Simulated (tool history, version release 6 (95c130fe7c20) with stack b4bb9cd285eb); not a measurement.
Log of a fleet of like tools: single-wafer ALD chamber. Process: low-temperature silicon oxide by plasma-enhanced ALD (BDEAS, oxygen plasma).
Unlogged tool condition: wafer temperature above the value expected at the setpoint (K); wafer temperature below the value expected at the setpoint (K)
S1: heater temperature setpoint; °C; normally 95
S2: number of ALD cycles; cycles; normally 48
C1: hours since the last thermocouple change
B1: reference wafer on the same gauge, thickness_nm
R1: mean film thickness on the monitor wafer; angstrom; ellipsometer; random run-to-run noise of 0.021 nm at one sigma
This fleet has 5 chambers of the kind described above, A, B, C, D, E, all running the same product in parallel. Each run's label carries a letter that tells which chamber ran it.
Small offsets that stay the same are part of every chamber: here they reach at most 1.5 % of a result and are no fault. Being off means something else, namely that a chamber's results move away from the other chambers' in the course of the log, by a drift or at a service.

run,hour,S1,S2,C1,B1,R1
1A,11.1,95,48,788.6,7.8725,69.878
2C,17.4,95,48,1253.6,7.8744,70.896
3E,25.0,95,48,1601.9,7.8753,68.942
4B,31.3,95,48,680.7,7.8710,70.457
5D,38.2,95,48,1794.6,7.8704,69.963
# hour 38.3: chamber C: thermocouple changed; heater temperature recalibrated
6C,48.9,95,48,10.6,7.8744,70.896
7E,57.1,95,48,1634.0,7.8704,68.865
8A,65.6,95,48,843.1,7.8706,69.889
9B,75.7,95,48,725.1,7.8699,70.499
10D,88.0,95,56,1844.4,7.8650,82.009
11B,96.4,95,56,745.8,7.8682,82.117
12C,110.6,95,56,72.3,7.8702,82.342
# hour 123.4: chamber D: thermocouple changed; heater temperature recalibrated
13D,124.6,95,56,1.2,7.8702,83.856
14E,137.0,95,56,1713.9,7.8694,80.319
15A,149.8,95,48,927.3,7.8720,69.499
16B,156.2,109,39,805.6,7.8625,55.602
17C,165.2,109,39,126.9,7.8670,55.786
18D,176.3,109,39,52.9,7.8640,55.595
# hour 177.9: chamber E: thermocouple changed; heater temperature recalibrated
19A,184.7,109,39,962.2,7.8738,54.781
20E,196.9,109,39,19.0,7.8690,54.213
21B,210.7,95,48,860.1,7.8756,70.610
22D,223.9,95,48,100.5,7.8696,71.852
23A,233.8,95,48,1011.3,7.8716,69.390
24E,246.1,95,48,68.2,7.8659,69.128
25C,254.2,95,48,215.9,7.8678,70.834
26E,267.5,95,48,89.6,7.8675,69.727
27D,281.9,95,48,158.5,7.8713,72.088
28C,291.8,95,48,253.5,7.8713,70.940
29B,299.1,95,48,948.5,7.8636,70.807
30A,305.4,95,48,1082.9,7.8716,69.744
31B,317.4,95,48,966.8,7.8652,70.645

Read the log: is a single chamber off, either drifting away or since a service, is the gauge that measures every chamber drifting, or is nothing wrong beyond small per-chamber offsets? Name any odd chamber and what most likely caused it.

The work done on chamber D during a service left it standing apart from the others.
Most likely cause: wafer temperature below the value expected at the setpoint (K) = 5.81.

Below are 4 candidate recipes for chamber D's next run, each the usual settings with a change, their results shown as question marks. Which of them brings D's results back in line with what the other chambers give on the usual settings?
In line means no further than this from the other chambers' mean on the usual settings: R1 0.740 angstrom
32D-1,327.7,97,48,,,?
32D-2,327.7,95,49,,,?
32D-3,327.7,93,48,,,?
32D-4,327.7,95,47,,,?

On the usual settings, the other chambers give on average: R1 70.007 angstrom
run,R1
32D-1,71.181
32D-2,73.165
32D-3,72.163
32D-4,70.179
32D-4 brings the chamber back in line.
